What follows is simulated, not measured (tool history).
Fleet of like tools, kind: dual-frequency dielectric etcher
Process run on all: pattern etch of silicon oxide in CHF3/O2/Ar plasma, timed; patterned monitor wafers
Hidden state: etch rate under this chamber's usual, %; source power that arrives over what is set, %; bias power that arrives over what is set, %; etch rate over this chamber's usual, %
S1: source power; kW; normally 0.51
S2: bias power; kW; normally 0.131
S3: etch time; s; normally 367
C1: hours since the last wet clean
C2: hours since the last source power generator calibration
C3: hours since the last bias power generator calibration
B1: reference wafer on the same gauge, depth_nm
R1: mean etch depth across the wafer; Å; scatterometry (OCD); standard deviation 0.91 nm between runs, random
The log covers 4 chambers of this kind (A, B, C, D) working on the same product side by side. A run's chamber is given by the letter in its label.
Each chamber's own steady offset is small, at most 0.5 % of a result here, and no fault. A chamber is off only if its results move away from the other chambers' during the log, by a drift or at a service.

run 1C hour=2 | S1=0.51 S2=0.131 S3=367 | C1=283.3 C2=312 C3=267.3 | B1=613.94 | R1=6143.5
run 2A hour=4.3 | S1=0.51 S2=0.131 S3=367 | C1=145 C2=506.3 C3=2538.9 | B1=614.4 | R1=6142.3
run 3D hour=7.3 | S1=0.51 S2=0.131 S3=367 | C1=176.6 C2=1455.5 C3=305.8 | B1=614.34 | R1=6123.4
run 4B hour=9.6 | S1=0.51 S2=0.131 S3=367 | C1=420.5 C2=1072.7 C3=3383.3 | B1=614.32 | R1=6149.2
run 5A hour=13.7 | S1=0.51 S2=0.131 S3=367 | C1=154.4 C2=515.7 C3=2548.3 | B1=614.76 | R1=6139.6
run 6B hour=16.3 | S1=0.43 S2=0.131 S3=448 | C1=427.2 C2=1079.4 C3=3390 | B1=614.64 | R1=7034.6
run 7D hour=18.9 | S1=0.43 S2=0.131 S3=448 | C1=188.2 C2=1467.1 C3=317.4 | B1=614.77 | R1=6996.2
run 8C hour=23.3 | S1=0.43 S2=0.131 S3=448 | C1=304.6 C2=333.3 C3=288.6 | B1=615.06 | R1=7024.3
run 9B hour=26 | S1=0.43 S2=0.131 S3=448 | C1=436.9 C2=1089.1 C3=3399.7 | B1=615.34 | R1=7027.2
run 10C hour=29 | S1=0.51 S2=0.131 S3=367 | C1=310.3 C2=339 C3=294.3 | B1=615.12 | R1=6153.6
run 11A hour=32.8 | S1=0.51 S2=0.131 S3=367 | C1=173.5 C2=534.8 C3=2567.4 | B1=615.51 | R1=6161.8
run 12D hour=37 | S1=0.51 S2=0.131 S3=367 | C1=206.3 C2=1485.2 C3=335.5 | B1=615.87 | R1=6133.6
run 13A hour=40.7 | S1=0.51 S2=0.131 S3=367 | C1=181.4 C2=542.7 C3=2575.3 | B1=615.82 | R1=6157.7
run 14D hour=43.5 | S1=0.51 S2=0.131 S3=367 | C1=212.8 C2=1491.7 C3=342 | B1=615.93 | R1=6143
run 15B hour=46.8 | S1=0.46 S2=0.103 S3=367 | C1=457.7 C2=1109.9 C3=3420.5 | B1=616.14 | R1=5483.7
run 16C hour=49.4 | S1=0.46 S2=0.103 S3=367 | C1=330.7 C2=359.4 C3=314.7 | B1=616.51 | R1=5497.8
run 17B hour=53.2 | S1=0.46 S2=0.103 S3=367 | C1=464.1 C2=1116.3 C3=3426.9 | B1=616.65 | R1=5487.8
run 18A hour=56.8 | S1=0.46 S2=0.103 S3=367 | C1=197.5 C2=558.8 C3=2591.4 | B1=616.5 | R1=5499
run 19D hour=60.3 | S1=0.51 S2=0.131 S3=367 | C1=229.6 C2=1508.5 C3=358.8 | B1=616.77 | R1=6139.5
run 20C hour=64.1 | S1=0.51 S2=0.131 S3=367 | C1=345.4 C2=374.1 C3=329.4 | B1=616.84 | R1=6179.1
run 21B hour=66.5 | S1=0.51 S2=0.159 S3=282.5 | C1=477.4 C2=1129.6 C3=3440.2 | B1=616.76 | R1=5060.4
run 22D hour=70.7 | S1=0.51 S2=0.159 S3=282.5 | C1=240 C2=1518.9 C3=369.2 | B1=617.14 | R1=5029.5
run 23A hour=73.4 | S1=0.51 S2=0.159 S3=282.5 | C1=214.1 C2=575.4 C3=2608 | B1=617.52 | R1=5058.6
run 24C hour=77.8 | S1=0.51 S2=0.159 S3=282.5 | C1=359.1 C2=387.8 C3=343.1 | B1=617.55 | R1=5054.9
run 25C hour=80.4 | S1=0.51 S2=0.131 S3=367 | C1=361.7 C2=390.4 C3=345.7 | B1=617.59 | R1=6178.1

Is one chamber off against the others, does the gauge drift, or is nothing wrong? If a chamber is off, say which, and what the likeliest cause is.

It is the gauge, not a chamber: its drift shows up in every chamber's results at once, and no chamber is off.
Likeliest cause: gauge reads high (%) = 0.616.
